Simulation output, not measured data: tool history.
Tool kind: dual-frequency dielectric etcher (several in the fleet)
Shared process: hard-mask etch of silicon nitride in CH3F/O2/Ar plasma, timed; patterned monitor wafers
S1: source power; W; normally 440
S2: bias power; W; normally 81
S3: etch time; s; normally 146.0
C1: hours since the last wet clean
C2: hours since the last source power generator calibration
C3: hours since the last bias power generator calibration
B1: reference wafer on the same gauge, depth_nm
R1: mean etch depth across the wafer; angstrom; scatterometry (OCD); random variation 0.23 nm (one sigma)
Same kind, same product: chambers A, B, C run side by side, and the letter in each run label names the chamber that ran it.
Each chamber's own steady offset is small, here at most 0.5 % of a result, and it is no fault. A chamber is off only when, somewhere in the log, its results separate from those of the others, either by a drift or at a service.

run   hour   S1  S2     S3     C1      C2      C3      B1       R1
 1A   12.1  440  81  146.0  254.7  2334.2  3367.8  117.95  1099.90
 2C   27.0  440  81  146.0  590.0   576.1  3562.8  118.10  1110.50
 3B   36.9  440  81  146.0  354.8   427.8  1095.6  117.92  1101.10
 4C   51.6  440  81  146.0  614.6   600.7  3587.4  118.01  1108.60
      53.2  -- chamber C: wet clean of the chamber
 5A   63.1  350  81  115.0  305.7  2385.2  3418.8  117.96   797.86
      68.5  -- chamber B: wet clean of the chamber
 6B   75.4  350  81  115.0    6.9   466.3  1134.1  117.97   796.85
 7C   89.1  350  81  115.0   35.9   638.2  3624.9  118.00   804.47
 8A  100.4  440  81  146.0  343.0  2422.5  3456.1  117.97  1102.40
 9B  109.1  440  81  146.0   40.6   500.0  1167.8  118.01  1103.50
10B  121.3  440  81  146.0   52.8   512.2  1180.0  117.92  1101.10
11A  133.0  440  81  146.0  375.6  2455.1  3488.7  117.95  1100.40
12C  145.3  440  81  146.0   92.1   694.4  3681.1  117.94  1110.40
13C  157.2  440  81  146.0  104.0   706.3  3693.0  117.95  1108.40
     165.2  -- chamber A: wet clean of the chamber
14A  172.4  440  81  146.0    7.3  2494.5  3528.1  118.01  1082.60
15B  186.6  440  81  146.0  118.1   577.5  1245.3  117.96  1097.30
16A  196.2  440  81  146.0   31.1  2518.3  3551.9  118.00  1082.90
17C  211.1  390  92  146.0  157.9   760.2  3746.9  118.04  1106.50
18B  217.9  390  92  146.0  149.4   608.8  1276.6  117.96  1102.70
19C  229.8  390  92  146.0  176.6   778.9  3765.6  117.95  1110.30
20A  238.8  350  81  109.5   73.7  2560.9  3594.5  118.02   744.45
21B  249.0  350  81  109.5  180.5   639.9  1307.7  117.99   758.07
22C  264.0  350  81  109.5  210.8   813.1  3799.8  117.99   764.12
23B  277.4  440  81  146.0  208.9   668.3  1336.1  117.97  1102.50
24A  290.0  440  81  146.0  124.9  2612.1  3645.7  118.01  1082.70
25B  304.2  440  81  146.0  235.7   695.1  1362.9  118.02  1098.20
26A  318.6  440  81  146.0  153.5  2640.7  3674.3  118.03  1086.60
27C  327.0  440  81  146.0  273.8   876.1  3862.8  117.97  1106.40
     335.7  -- chamber C: bias power generator calibrated
28C  338.2  440  81  146.0  285.0   887.3     2.6  118.02  1108.60
29B  350.8  440  81  146.0  282.3   741.7  1409.5  117.99  1101.80
30A  365.3  340  81  146.0  200.2  2687.4  3721.0  117.98   982.08
31A  372.8  340  81  146.0  207.7  2694.9  3728.5  117.96   985.76
32C  379.6  340  81  146.0  326.4   928.7    44.0  117.96  1010.90
33B  392.9  440  81  146.0  324.4   783.8  1451.6  117.98  1101.70
34C  400.4  440  81  146.0  347.2   949.5    64.8  118.04  1106.70

For the next run the whole fleet of 3 chambers uses the same settings. Give each chamber's results:
35A  411.3  440  81  146.0                   ?
35B  411.3  440  81  146.0                   ?
35C  411.3  440  81  146.0                   ?

run       R1
35A  1087.20
35B  1099.90
35C  1106.40
